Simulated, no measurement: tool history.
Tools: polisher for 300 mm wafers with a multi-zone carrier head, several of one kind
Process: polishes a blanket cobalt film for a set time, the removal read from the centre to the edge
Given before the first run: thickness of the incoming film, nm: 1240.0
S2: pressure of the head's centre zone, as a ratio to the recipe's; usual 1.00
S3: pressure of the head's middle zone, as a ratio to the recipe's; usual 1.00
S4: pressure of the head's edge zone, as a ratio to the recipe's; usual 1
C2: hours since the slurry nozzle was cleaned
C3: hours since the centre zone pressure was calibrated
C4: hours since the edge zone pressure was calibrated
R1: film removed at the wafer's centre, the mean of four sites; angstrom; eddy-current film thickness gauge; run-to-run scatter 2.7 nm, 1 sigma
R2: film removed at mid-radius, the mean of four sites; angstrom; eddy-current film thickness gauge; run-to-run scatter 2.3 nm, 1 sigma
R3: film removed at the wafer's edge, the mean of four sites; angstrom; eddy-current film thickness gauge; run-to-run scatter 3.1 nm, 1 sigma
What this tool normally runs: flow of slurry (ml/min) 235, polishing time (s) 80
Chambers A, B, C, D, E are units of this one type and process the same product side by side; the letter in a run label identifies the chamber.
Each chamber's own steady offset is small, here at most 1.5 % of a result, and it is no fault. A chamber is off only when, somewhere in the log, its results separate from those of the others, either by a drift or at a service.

-- hour=0.2 chamber E: slurry nozzle cleaned
run 1A hour=7.0 | flow_of_slurry_(ml/min)=235 S2=1.00 S3=1.00 S4=1 polishing_time_(s)=80 | wafers_polished_on_this_pad=925 C2=332.5 C3=983.1 C4=456.9 | R1=3251.9 R2=3215.8 R3=3231.3
-- hour=13.0 chamber D: worn pad replaced by a new one
run 2D hour=14.4 | flow_of_slurry_(ml/min)=235 S2=1.00 S3=1.00 S4=1 polishing_time_(s)=80 | wafers_polished_on_this_pad=16 C2=20.6 C3=1149.8 C4=56.3 | R1=3197.5 R2=3237.7 R3=3304.8
-- hour=23.4 chamber C: worn pad replaced by a new one
run 3B hour=24.1 | flow_of_slurry_(ml/min)=235 S2=1.00 S3=1.00 S4=1 polishing_time_(s)=80 | wafers_polished_on_this_pad=882 C2=330.4 C3=329.0 C4=66.4 | R1=3230.4 R2=3292.2 R3=3224.0
run 4C hour=31.5 | flow_of_slurry_(ml/min)=235 S2=1.00 S3=1.00 S4=1 polishing_time_(s)=80 | wafers_polished_on_this_pad=95 C2=471.6 C3=358.9 C4=1421.6 | R1=3187.4 R2=3231.1 R3=3185.8
run 5E hour=36.1 | flow_of_slurry_(ml/min)=235 S2=1.00 S3=1.00 S4=1 polishing_time_(s)=80 | wafers_polished_on_this_pad=1047 C2=36.0 C3=412.0 C4=642.1 | R1=3289.6 R2=3283.7 R3=3265.7
run 6E hour=41.3 | flow_of_slurry_(ml/min)=235 S2=1.00 S3=1.00 S4=1 polishing_time_(s)=80 | wafers_polished_on_this_pad=1108 C2=41.2 C3=417.2 C4=647.3 | R1=3322.4 R2=3248.1 R3=3245.8
run 7D hour=46.4 | flow_of_slurry_(ml/min)=235 S2=1.00 S3=1.00 S4=1 polishing_time_(s)=80 | wafers_polished_on_this_pad=392 C2=52.6 C3=1181.8 C4=88.3 | R1=3217.0 R2=3203.2 R3=3229.8
-- hour=50.0 chamber E: worn pad replaced by a new one
run 8C hour=54.3 | flow_of_slurry_(ml/min)=235 S2=1.00 S3=1.09 S4=1 polishing_time_(s)=69 | wafers_polished_on_this_pad=363 C2=494.4 C3=381.7 C4=1444.4 | R1=2854.5 R2=3009.3 R3=2777.5
-- hour=59.4 chamber B: worn pad replaced by a new one
run 9A hour=60.4 | flow_of_slurry_(ml/min)=235 S2=1.00 S3=1.09 S4=1 polishing_time_(s)=69 | wafers_polished_on_this_pad=1552 C2=385.9 C3=1036.5 C4=510.3 | R1=2769.9 R2=3000.2 R3=2784.5
-- hour=62.3 chamber C: slurry nozzle cleaned
-- hour=63.2 chamber A: worn pad replaced by a new one
run 10B hour=66.8 | flow_of_slurry_(ml/min)=235 S2=1.00 S3=1.09 S4=1 polishing_time_(s)=69 | wafers_polished_on_this_pad=87 C2=373.1 C3=371.7 C4=109.1 | R1=2792.0 R2=3071.9 R3=2821.5
run 11C hour=71.6 | flow_of_slurry_(ml/min)=235 S2=1.00 S3=1.09 S4=1 polishing_time_(s)=69 | wafers_polished_on_this_pad=566 C2=9.3 C3=399.0 C4=1461.7 | R1=2776.5 R2=3014.8 R3=2753.3
-- hour=73.1 chamber C: worn pad replaced by a new one
run 12E hour=80.9 | flow_of_slurry_(ml/min)=235 S2=1.00 S3=1.09 S4=1 polishing_time_(s)=69 | wafers_polished_on_this_pad=363 C2=80.8 C3=456.8 C4=686.9 | R1=2817.4 R2=2963.6 R3=2770.5
-- hour=84.0 chamber D: worn pad replaced by a new one
run 13A hour=89.7 | flow_of_slurry_(ml/min)=235 S2=1.00 S3=1.00 S4=1 polishing_time_(s)=80 | wafers_polished_on_this_pad=311 C2=415.2 C3=1065.8 C4=539.6 | R1=3234.4 R2=3223.0 R3=3238.6
run 14D hour=95.9 | flow_of_slurry_(ml/min)=235 S2=1.00 S3=1.00 S4=1 polishing_time_(s)=80 | wafers_polished_on_this_pad=140 C2=102.1 C3=1231.3 C4=137.8 | R1=3258.9 R2=3257.0 R3=3248.9
-- hour=105.2 chamber C: edge zone pressure recalibrated
run 15B hour=105.3 | flow_of_slurry_(ml/min)=235 S2=1.00 S3=1.00 S4=1 polishing_time_(s)=80 | wafers_polished_on_this_pad=539 C2=411.6 C3=410.2 C4=147.6 | R1=3229.6 R2=3279.5 R3=3249.2
run 16B hour=110.8 | flow_of_slurry_(ml/min)=235 S2=1.12 S3=0.93 S4=1 polishing_time_(s)=80 | wafers_polished_on_this_pad=604 C2=417.1 C3=415.7 C4=153.1 | R1=3654.7 R2=3066.5 R3=3223.7
-- hour=120.3 chamber C: worn pad replaced by a new one
run 17E hour=120.3 | flow_of_slurry_(ml/min)=235 S2=1.12 S3=0.93 S4=1 polishing_time_(s)=80 | wafers_polished_on_this_pad=825 C2=120.2 C3=496.2 C4=726.3 | R1=3709.5 R2=3010.2 R3=3189.5
run 18A hour=126.7 | flow_of_slurry_(ml/min)=235 S2=1.12 S3=0.93 S4=1 polishing_time_(s)=80 | wafers_polished_on_this_pad=745 C2=452.2 C3=1102.8 C4=576.6 | R1=3642.8 R2=3021.8 R3=3291.2
run 19C hour=131.1 | flow_of_slurry_(ml/min)=235 S2=1.12 S3=0.93 S4=1 polishing_time_(s)=80 | wafers_polished_on_this_pad=127 C2=68.8 C3=458.5 C4=26.0 | R1=3633.5 R2=3014.2 R3=3224.3
-- hour=139.9 chamber D: worn pad replaced by a new one
run 20D hour=140.7 | flow_of_slurry_(ml/min)=235 S2=1.12 S3=0.93 S4=1 polishing_time_(s)=80 | wafers_polished_on_this_pad=10 C2=146.9 C3=1276.1 C4=182.6 | R1=3630.1 R2=3048.2 R3=3228.9
run 21A hour=147.4 | flow_of_slurry_(ml/min)=235 S2=1.00 S3=1.00 S4=1 polishing_time_(s)=80 | wafers_polished_on_this_pad=989 C2=472.9 C3=1123.5 C4=597.3 | R1=3244.3 R2=3254.7 R3=3235.9
-- hour=148.0 chamber B: worn pad replaced by a new one
run 22C hour=154.3 | flow_of_slurry_(ml/min)=235 S2=1.00 S3=1.00 S4=1 polishing_time_(s)=80 | wafers_polished_on_this_pad=400 C2=92.0 C3=481.7 C4=49.2 | R1=3228.2 R2=3210.4 R3=3226.1
run 23D hour=160.7 | flow_of_slurry_(ml/min)=235 S2=1.00 S3=1.00 S4=1 polishing_time_(s)=80 | wafers_polished_on_this_pad=244 C2=166.9 C3=1296.1 C4=202.6 | R1=3205.3 R2=3249.8 R3=3194.0
run 24B hour=169.3 | flow_of_slurry_(ml/min)=235 S2=1.00 S3=1.00 S4=1 polishing_time_(s)=80 | wafers_polished_on_this_pad=250 C2=475.6 C3=474.2 C4=211.6 | R1=3223.4 R2=3267.9 R3=3209.3
-- hour=171.0 chamber C: worn pad replaced by a new one
run 25E hour=175.8 | flow_of_slurry_(ml/min)=235 S2=1.00 S3=1.00 S4=1 polishing_time_(s)=80 | wafers_polished_on_this_pad=1477 C2=175.7 C3=551.7 C4=781.8 | R1=3272.3 R2=3248.6 R3=3197.2
-- hour=182.4 chamber E: worn pad replaced by a new one
run 26E hour=182.4 | flow_of_slurry_(ml/min)=235 S2=1.00 S3=1.11 S4=1 polishing_time_(s)=66 | wafers_polished_on_this_pad=0 C2=182.3 C3=558.3 C4=788.4 | R1=2697.1 R2=2931.9 R3=2658.0
run 27C hour=191.8 | flow_of_slurry_(ml/min)=235 S2=1.00 S3=1.11 S4=1 polishing_time_(s)=66 | wafers_polished_on_this_pad=244 C2=129.5 C3=519.2 C4=86.7 | R1=2663.1 R2=2964.6 R3=2705.7
-- hour=192.2 chamber A: worn pad replaced by a new one
run 28D hour=200.2 | flow_of_slurry_(ml/min)=235 S2=1.00 S3=1.11 S4=1 polishing_time_(s)=66 | wafers_polished_on_this_pad=708 C2=206.4 C3=1335.6 C4=242.1 | R1=2633.6 R2=2951.3 R3=2673.0
run 29B hour=205.5 | flow_of_slurry_(ml/min)=235 S2=1.00 S3=1.11 S4=1 polishing_time_(s)=66 | wafers_polished_on_this_pad=675 C2=511.8 C3=510.4 C4=247.8 | R1=2678.9 R2=2982.9 R3=2620.9
run 30A hour=211.8 | flow_of_slurry_(ml/min)=235 S2=1.00 S3=1.11 S4=1 polishing_time_(s)=66 | wafers_polished_on_this_pad=230 C2=537.3 C3=1187.9 C4=661.7 | R1=2698.7 R2=2910.2 R3=2666.0
run 31B hour=221.5 | flow_of_slurry_(ml/min)=235 S2=1.00 S3=1.00 S4=1 polishing_time_(s)=80 | wafers_polished_on_this_pad=863 C2=527.8 C3=526.4 C4=263.8 | R1=3243.5 R2=3306.8 R3=3247.6
-- hour=222.2 chamber A: centre zone pressure recalibrated
-- hour=226.7 chamber E: edge zone pressure recalibrated
run 32A hour=229.9 | flow_of_slurry_(ml/min)=235 S2=1.00 S3=1.00 S4=1 polishing_time_(s)=80 | wafers_polished_on_this_pad=443 C2=555.4 C3=7.8 C4=679.8 | R1=3216.6 R2=3178.5 R3=3251.7
run 33E hour=237.5 | flow_of_slurry_(ml/min)=235 S2=1.00 S3=1.00 S4=1 polishing_time_(s)=80 | wafers_polished_on_this_pad=647 C2=237.4 C3=613.4 C4=10.9 | R1=3275.9 R2=3226.0 R3=3209.0

Next, every chamber runs the same settings. What will each give?
run 34A hour=244.5 | flow_of_slurry_(ml/min)=235 S2=1.00 S3=1.00 S4=1 polishing_time_(s)=99 | R1=? R2=? R3=?
run 34B hour=244.5 | flow_of_slurry_(ml/min)=235 S2=1.00 S3=1.00 S4=1 polishing_time_(s)=99 | R1=? R2=? R3=?
run 34C hour=244.5 | flow_of_slurry_(ml/min)=235 S2=1.00 S3=1.00 S4=1 polishing_time_(s)=99 | R1=? R2=? R3=?
run 34D hour=244.5 | flow_of_slurry_(ml/min)=235 S2=1.00 S3=1.00 S4=1 polishing_time_(s)=99 | R1=? R2=? R3=?
run 34E hour=244.5 | flow_of_slurry_(ml/min)=235 S2=1.00 S3=1.00 S4=1 polishing_time_(s)=99 | R1=? R2=? R3=?

run=34A R1=3992.3 R2=3977.6 R3=4017.1
run=34B R1=3966.0 R2=4122.1 R3=4025.2
run=34C R1=4057.4 R2=3969.1 R3=3957.5
run=34D R1=3905.7 R2=3965.3 R3=3992.1
run=34E R1=4047.5 R2=4016.9 R3=4016.1
